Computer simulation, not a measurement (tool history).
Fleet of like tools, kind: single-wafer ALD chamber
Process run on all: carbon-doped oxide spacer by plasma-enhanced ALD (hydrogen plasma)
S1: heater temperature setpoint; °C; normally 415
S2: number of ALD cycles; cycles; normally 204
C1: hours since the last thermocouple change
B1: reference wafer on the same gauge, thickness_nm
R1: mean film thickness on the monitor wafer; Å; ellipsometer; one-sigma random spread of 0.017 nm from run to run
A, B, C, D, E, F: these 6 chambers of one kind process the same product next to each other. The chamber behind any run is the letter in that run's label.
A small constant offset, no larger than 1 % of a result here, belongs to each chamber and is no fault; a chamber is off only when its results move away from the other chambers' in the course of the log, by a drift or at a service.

Run 1F, hour 2.8: usual settings; C1 2256; B1 9.0973. Result: R1 96.668 Å.
Run 2D, hour 4.9: usual settings; C1 1298.2; B1 9.0998. Result: R1 98.349 Å.
Run 3A, hour 7.3: usual settings; C1 644.7; B1 9.1037. Result: R1 97.999 Å.
Run 4B, hour 9.4: usual settings; C1 912.7; B1 9.104. Result: R1 98.17 Å.
Run 5E, hour 12.4: usual settings; C1 16.1; B1 9.1083. Result: R1 98.092 Å.
Run 6C, hour 15.5: usual settings; C1 2610.3; B1 9.1094. Result: R1 98.225 Å.
Run 7C, hour 18.7: usual settings; C1 2613.5; B1 9.1108. Result: R1 97.884 Å.
Run 8B, hour 20.9: usual settings; C1 924.2; B1 9.1103. Result: R1 98.104 Å.
Run 9F, hour 24.5: usual settings; C1 2277.7; B1 9.115. Result: R1 96.717 Å.
Run 10D, hour 28.1: usual settings; C1 1321.4; B1 9.1137. Result: R1 98.072 Å.
Run 11A, hour 31.4: usual settings; C1 668.8; B1 9.1179. Result: R1 97.986 Å.
At hour 31.6: chamber C: thermocouple changed; heater temperature recalibrated.
Run 12E, hour 35.4: usual settings; C1 39.1; B1 9.1252. Result: R1 98.389 Å.
Run 13C, hour 39.2: usual settings; C1 7.6; B1 9.1235. Result: R1 98.207 Å.
Run 14F, hour 42.1: usual settings; C1 2295.3; B1 9.1259. Result: R1 97.053 Å.
Run 15E, hour 45.7: usual settings; C1 49.4; B1 9.1248. Result: R1 98.249 Å.
Run 16D, hour 47.5: usual settings; C1 1340.8; B1 9.1242. Result: R1 98.366 Å.
Run 17A, hour 49.9: usual settings; C1 687.3; B1 9.1262. Result: R1 98.091 Å.
Run 18B, hour 53.7: usual settings; C1 957; B1 9.127. Result: R1 98.314 Å.
Run 19B, hour 57.2: usual settings; C1 960.5; B1 9.1328. Result: R1 98.305 Å.
Run 20D, hour 60.2: usual settings; C1 1353.5; B1 9.1312. Result: R1 98.267 Å.
Run 21F, hour 62.4: usual settings; C1 2315.6; B1 9.1389. Result: R1 97.062 Å.
Run 22C, hour 64.9: usual settings; C1 33.3; B1 9.1379. Result: R1 98.555 Å.
Run 23E, hour 67: usual settings; C1 70.7; B1 9.1377. Result: R1 98.41 Å.
Run 24A, hour 70.1: usual settings; C1 707.5; B1 9.1404. Result: R1 98.287 Å.
Run 25E, hour 72.4: usual settings; C1 76.1; B1 9.1439. Result: R1 98.41 Å.
Run 26D, hour 76.3: usual settings; C1 1369.6; B1 9.1427. Result: R1 98.281 Å.
Run 27F, hour 78.3: usual settings; C1 2331.5; B1 9.1506. Result: R1 97.293 Å.
Run 28B, hour 80.4: usual settings; C1 983.7; B1 9.1479. Result: R1 98.154 Å.
Run 29A, hour 83.5: usual settings; C1 720.9; B1 9.1477. Result: R1 98.213 Å.
Run 30C, hour 87.3: usual settings; C1 55.7; B1 9.1483. Result: R1 98.362 Å.
Run 31F, hour 91.1: usual settings; C1 2344.3; B1 9.1563. Result: R1 97.079 Å.
Run 32E, hour 93.1: usual settings; C1 96.8; B1 9.1561. Result: R1 98.629 Å.
Run 33D, hour 95.8: usual settings; C1 1389.1; B1 9.1529. Result: R1 98.79 Å.
Run 34C, hour 99.2: usual settings but S1 410 °C, S2 167 cycles; C1 67.6; B1 9.1578. Result: R1 81.869 Å.
Run 35B, hour 103: usual settings but S1 410 °C, S2 167 cycles; C1 1006.3; B1 9.1586. Result: R1 82.096 Å.
Run 36A, hour 107.1: usual settings but S1 410 °C, S2 167 cycles; C1 744.5; B1 9.1611. Result: R1 81.762 Å.
Run 37A, hour 109.7: usual settings but S1 410 °C, S2 167 cycles; C1 747.1; B1 9.1616. Result: R1 81.777 Å.

Next, all 6 chambers run the settings below, one line each with question marks for the results. What does each chamber give?
Run 38A, hour 112.7: usual settings but S2 184 cycles. Result: R1 ?.
Run 38B, hour 112.7: usual settings but S2 184 cycles. Result: R1 ?.
Run 38C, hour 112.7: usual settings but S2 184 cycles. Result: R1 ?.
Run 38D, hour 112.7: usual settings but S2 184 cycles. Result: R1 ?.
Run 38E, hour 112.7: usual settings but S2 184 cycles. Result: R1 ?.
Run 38F, hour 112.7: usual settings but S2 184 cycles. Result: R1 ?.

run      R1
38A  88.777
38B  89.008
38C  88.952
38D  88.911
38E  88.961
38F  87.764
